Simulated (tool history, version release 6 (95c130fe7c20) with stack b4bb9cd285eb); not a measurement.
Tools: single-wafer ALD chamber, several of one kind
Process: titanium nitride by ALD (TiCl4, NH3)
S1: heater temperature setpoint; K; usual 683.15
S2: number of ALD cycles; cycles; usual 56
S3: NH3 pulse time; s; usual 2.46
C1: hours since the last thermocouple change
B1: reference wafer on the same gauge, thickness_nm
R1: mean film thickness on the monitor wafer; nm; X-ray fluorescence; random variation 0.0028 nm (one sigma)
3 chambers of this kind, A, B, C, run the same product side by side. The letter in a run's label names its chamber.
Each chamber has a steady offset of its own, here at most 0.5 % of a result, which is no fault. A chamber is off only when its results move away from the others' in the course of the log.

run	hour	S1	S2	S3	C1	B1	R1
1A	2	683.15	56	2.46	125.3	1.4603	1.2454
2C	5.3	683.15	56	2.46	1697.1	1.4592	1.2426
3B	8.9	683.15	56	2.46	666.4	1.4597	1.2537
4C	12.5	683.15	56	2.46	1704.3	1.4602	1.2492
5B	16.5	683.15	56	2.46	674	1.4602	1.2545
6A	19.9	683.15	56	2.46	143.2	1.4599	1.2433
7B	23.5	683.15	66	3.4	681	1.4605	1.4872
8A	27.4	683.15	66	3.4	150.7	1.4589	1.479
9C	29.4	683.15	66	3.4	1721.2	1.4602	1.486
10A	33.6	683.15	56	2.46	156.9	1.46	1.2436
11C	36.5	683.15	56	2.46	1728.3	1.46	1.2474
12B	39.1	683.15	56	2.46	696.6	1.4603	1.252
13B	43.2	697.15	56	2.46	700.7	1.4598	1.2503
14C	47.3	697.15	56	2.46	1739.1	1.4593	1.2532
15A	49.5	697.15	56	2.46	172.8	1.46	1.2443
16C	51.9	683.15	56	2.46	1743.7	1.4599	1.246
17B	56.2	683.15	56	2.46	713.7	1.4606	1.2487
18A	59.7	683.15	50	2.46	183	1.459	1.1119
19C	62.1	683.15	50	2.46	1753.9	1.4601	1.1143
20A	66.1	683.15	50	2.46	189.4	1.4602	1.1091
21B	68.3	683.15	56	2.46	725.8	1.4606	1.2501
22A	70.2	683.15	56	2.46	193.5	1.4599	1.2416
23C	72.9	683.15	56	2.46	1764.7	1.4606	1.2463

Next, every chamber runs the same settings. What will each give?
24A	76	683.15	56	2.46			?
24B	76	683.15	56	2.46			?
24C	76	683.15	56	2.46			?

run	R1
24A	1.2442
24B	1.2511
24C	1.2514
